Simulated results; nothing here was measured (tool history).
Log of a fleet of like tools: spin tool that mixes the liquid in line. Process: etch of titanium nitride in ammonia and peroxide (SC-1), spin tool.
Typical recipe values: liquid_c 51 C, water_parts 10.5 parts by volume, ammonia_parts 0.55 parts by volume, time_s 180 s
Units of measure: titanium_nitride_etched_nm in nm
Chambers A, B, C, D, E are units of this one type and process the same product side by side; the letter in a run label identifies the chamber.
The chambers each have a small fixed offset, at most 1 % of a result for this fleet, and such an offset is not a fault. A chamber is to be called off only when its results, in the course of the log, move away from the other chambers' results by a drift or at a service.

run,day,liquid_c,water_parts,ammonia_parts,time_s,"read-back film thickness of the titanium nitride reference wafer, read on the same gauge (nm)",titanium_nitride_etched_nm
1A,0.333,51,10.5,0.55,180,130.02,16.695
2B,0.608,51,10.5,0.55,180,129.98,16.92
3E,1.108,51,10.5,0.55,180,130.03,16.476
4D,1.538,51,10.5,0.55,180,130.01,16.769
5C,1.829,51,10.5,0.55,180,130.01,17.005
6C,2.171,51,10.5,0.55,180,130.04,16.979
7B,2.604,51,10.5,0.55,180,130.01,16.719
8E,2.883,51,10.5,0.55,180,130,16.72
9A,3.379,51,10.5,0.55,180,130.01,16.652
10D,3.646,51,10.5,0.55,180,130.01,16.894
11C,4.079,51,10.5,0.55,180,129.98,16.669
12E,4.425,51,10.5,0.55,180,130.01,16.846
13A,4.971,51,10.5,0.55,180,129.97,16.65
14B,5.4,51,10.5,0.55,180,129.99,16.921
15D,5.758,51,10.5,0.55,180,129.99,16.697
16C,6.146,51,10.5,0.55,180,129.96,16.791
17A,6.458,51,10.5,0.55,180,130.04,16.898
18E,6.825,51,10.5,0.55,180,129.98,16.714
19D,7.4,51,10.5,0.55,180,130.02,16.669
20B,7.929,51,9,0.55,135,130.04,13.719
# day 8.246: chamber A: new drum of ammonia solution connected
21D,8.421,51,9,0.55,135,130.01,13.606
# day 8.817: chamber C: thermometer replaced
# day 8.988: chamber B: new drum of ammonia solution connected
22A,8.988,51,9,0.55,135,129.97,13.593
23B,9.421,51,9,0.55,135,129.99,13.647
24C,9.804,51,9,0.55,135,129.99,13.777
25E,10.142,51,7.5,0.55,275,129.98,30.059
26B,10.404,51,7.5,0.55,275,129.95,30.472
27E,10.771,51,7.5,0.55,275,130.04,30.325
28D,11.025,51,7.5,0.55,275,130,30.519
29A,11.588,51,7.5,0.55,275,130.01,30.157
30C,12.067,51,13,0.55,180,130.01,15.004
31D,12.571,51,13,0.55,180,129.96,14.947
# day 12.696: chamber E: thermometer replaced
32E,12.992,51,13,0.55,180,130.07,14.693
# day 13.017: chamber C: new drum of ammonia solution connected
33C,13.458,51,13,0.55,180,129.98,15.098
34B,14.008,51,13,0.55,180,130.01,14.965
35A,14.412,51,10.5,0.55,180,129.99,16.599
36A,14.858,51,10.5,0.55,180,129.96,16.806
37C,15.35,55.5,14,0.55,180,130.01,19.37
38B,15.867,55.5,14,0.55,180,129.96,19.225
39E,16.304,55.5,14,0.55,180,130.07,19.246
40D,16.596,55.5,14,0.55,180,130.05,19.703
41E,17.167,55.5,14,0.55,180,130,19.393
42C,17.592,51,10.5,0.55,180,130.01,16.9

For the next run the whole fleet of 5 chambers uses the same settings. Give each chamber's results:
43A,18.008,51,10.5,0.55,180,,?
43B,18.008,51,10.5,0.55,180,,?
43C,18.008,51,10.5,0.55,180,,?
43D,18.008,51,10.5,0.55,180,,?
43E,18.008,51,10.5,0.55,180,,?

run,titanium_nitride_etched_nm
43A,16.768
43B,16.601
43C,16.546
43D,16.707
43E,16.842

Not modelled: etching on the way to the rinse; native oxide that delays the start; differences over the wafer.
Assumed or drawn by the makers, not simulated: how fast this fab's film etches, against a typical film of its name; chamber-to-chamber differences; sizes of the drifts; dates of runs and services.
